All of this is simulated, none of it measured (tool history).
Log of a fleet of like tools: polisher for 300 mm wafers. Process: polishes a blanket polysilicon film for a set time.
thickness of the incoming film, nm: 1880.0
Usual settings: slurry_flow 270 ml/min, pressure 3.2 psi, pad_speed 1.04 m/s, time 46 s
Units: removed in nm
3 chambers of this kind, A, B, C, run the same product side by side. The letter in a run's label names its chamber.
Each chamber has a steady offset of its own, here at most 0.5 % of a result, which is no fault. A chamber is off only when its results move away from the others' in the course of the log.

run	hour	slurry_flow	pressure	pad_speed	time	removed
1C	8.6	270	3.2	1.04	46	542.25
2A	14.8	270	3.2	1.04	46	538.19
# hour 18.4: chamber B: worn pad replaced by a new one
3B	23	270	3.2	1.04	46	536.16
4B	32.8	270	3.2	1.04	46	539.27
5A	42.1	305	3.8	1.04	46	644.59
6C	51.4	305	3.8	1.04	46	634.78
7C	58.4	305	3.8	1.04	46	650.8
8A	70.3	270	3.2	1.04	46	534.72
# hour 75.8: chamber A: worn pad replaced by a new one
9B	83.6	270	3.2	1.04	46	540.72
# hour 85.8: chamber B: slurry nozzle cleaned
10C	94.4	270	3.2	1.04	46	538.57
11A	106.1	270	3.2	1.04	46	535.23
12B	113.1	270	3.2	1.04	46	528.8
13B	121.5	270	3.2	1.04	46	536.3
# hour 126.7: chamber B: worn pad replaced by a new one
14A	132.1	270	3.2	1.04	46	551.35
15C	140.7	270	3.2	1.04	46	540.68
# hour 144.4: chamber C: head pressure recalibrated
16B	147	270	3.2	1.04	46	531.03
# hour 147.9: chamber C: worn pad replaced by a new one
# hour 150.8: chamber A: worn pad replaced by a new one
17C	159.7	270	3.2	1.04	46	604.93
18A	166.9	270	3.2	1.04	46	531.27
19A	175.6	270	3.2	1.04	46	549.2
20B	182.3	270	3.2	1.04	46	538.54
# hour 184.3: chamber C: slurry nozzle cleaned
21C	189.6	270	3.2	1.04	46	600.29
22C	199.8	270	3.2	1.04	46	586.7
23A	207.3	270	3.2	1.04	46	543.64
24B	213.1	270	3.2	1.04	46	539.91
25A	222	270	3.2	1.04	46	550.49
# hour 223.3: chamber A: worn pad replaced by a new one
# hour 224.1: chamber B: worn pad replaced by a new one
# hour 225.5: chamber A: slurry nozzle cleaned
26C	232.7	270	3.2	1.04	46	599.44
27B	244.1	270	3.2	1.04	46	532.56
28B	256	270	3.2	1.04	46	527.13
29C	264.1	270	3.2	1.04	46	594.23
30A	276.1	340	3.2	1.04	46	565.79
31B	287	340	3.2	1.04	46	559.9
32A	300.2	340	3.2	1.04	46	562.81
# hour 306.8: chamber A: worn pad replaced by a new one
33C	313.4	270	3.2	1.04	46	601.22
# hour 315.8: chamber C: worn pad replaced by a new one
34A	326.5	270	3.2	1.04	46	539.97
35C	335.7	270	3.2	1.04	46	598.61

Next, every chamber runs the same settings. What will each give?
36A	345.4	270	3.2	1.04	46	?
36B	345.4	270	3.2	1.04	46	?
36C	345.4	270	3.2	1.04	46	?

run	removed
36A	545.72
36B	538.29
36C	592.73
